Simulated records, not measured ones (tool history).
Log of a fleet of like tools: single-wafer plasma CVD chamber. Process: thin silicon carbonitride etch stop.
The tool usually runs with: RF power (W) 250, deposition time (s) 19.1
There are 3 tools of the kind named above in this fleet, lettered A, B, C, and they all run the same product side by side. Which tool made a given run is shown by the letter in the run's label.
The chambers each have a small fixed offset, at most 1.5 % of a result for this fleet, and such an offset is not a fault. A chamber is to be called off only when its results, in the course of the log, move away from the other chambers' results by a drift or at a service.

| run | hour | RF power (W) | deposition time (s) | read-back reference wafer on the same gauge, thickness_nm | mean film thickness on the monitor wafer (angstrom) |
|---|---|---|---|---|---|
| 1A | 4.9 | 250 | 19.1 | 12.603 | 117.44 |
| 2B | 10.4 | 250 | 19.1 | 12.592 | 115.98 |
| 3C | 13.4 | 250 | 19.1 | 12.595 | 114.98 |
| 4A | 17.6 | 250 | 19.1 | 12.586 | 116.54 |
| 5C | 22.2 | 215 | 22.7 | 12.593 | 130.75 |
| 6B | 25.1 | 215 | 22.7 | 12.59 | 131.91 |
| 7A | 30.9 | 215 | 22.7 | 12.603 | 133.27 |
| 8C | 36.8 | 220 | 22.6 | 12.608 | 130.68 |
| 9B | 39.6 | 220 | 22.6 | 12.611 | 131.88 |
| 10A | 42.4 | 220 | 22.6 | 12.597 | 132.47 |
| 11C | 48.4 | 250 | 19.1 | 12.6 | 115.03 |
| 12B | 52.8 | 250 | 19.1 | 12.607 | 116.25 |
| 13B | 57.1 | 250 | 19.1 | 12.583 | 116.6 |
| 14C | 60.5 | 250 | 19.1 | 12.597 | 114.86 |
| 15A | 63.9 | 250 | 19.1 | 12.598 | 117.16 |
| 16A | 70.4 | 250 | 19.1 | 12.598 | 116.78 |
| 17B | 76.7 | 270 | 16.1 | 12.602 | 99.903 |
| 18C | 79.9 | 270 | 16.1 | 12.608 | 99.327 |
| 19A | 84 | 270 | 16.1 | 12.613 | 100.02 |
| 20C | 88.6 | 250 | 19.1 | 12.602 | 115.54 |
| 21B | 92.4 | 250 | 19.1 | 12.593 | 115.8 |
| 22B | 98 | 250 | 19.1 | 12.615 | 116.34 |
| 23A | 101.9 | 250 | 19.1 | 12.603 | 116.64 |
| 24C | 105.7 | 230 | 21.1 | 12.603 | 123.94 |
| 25B | 110.1 | 230 | 21.1 | 12.591 | 125.09 |

All 3 chambers run these settings next. Forecast each chamber's results:
| 26A | 114.7 | 295 | 19.1 |  | ? |
| 26B | 114.7 | 295 | 19.1 |  | ? |
| 26C | 114.7 | 295 | 19.1 |  | ? |

| run | mean film thickness on the monitor wafer (angstrom) |
|---|---|
| 26A | 122.81 |
| 26B | 122.21 |
| 26C | 120.39 |

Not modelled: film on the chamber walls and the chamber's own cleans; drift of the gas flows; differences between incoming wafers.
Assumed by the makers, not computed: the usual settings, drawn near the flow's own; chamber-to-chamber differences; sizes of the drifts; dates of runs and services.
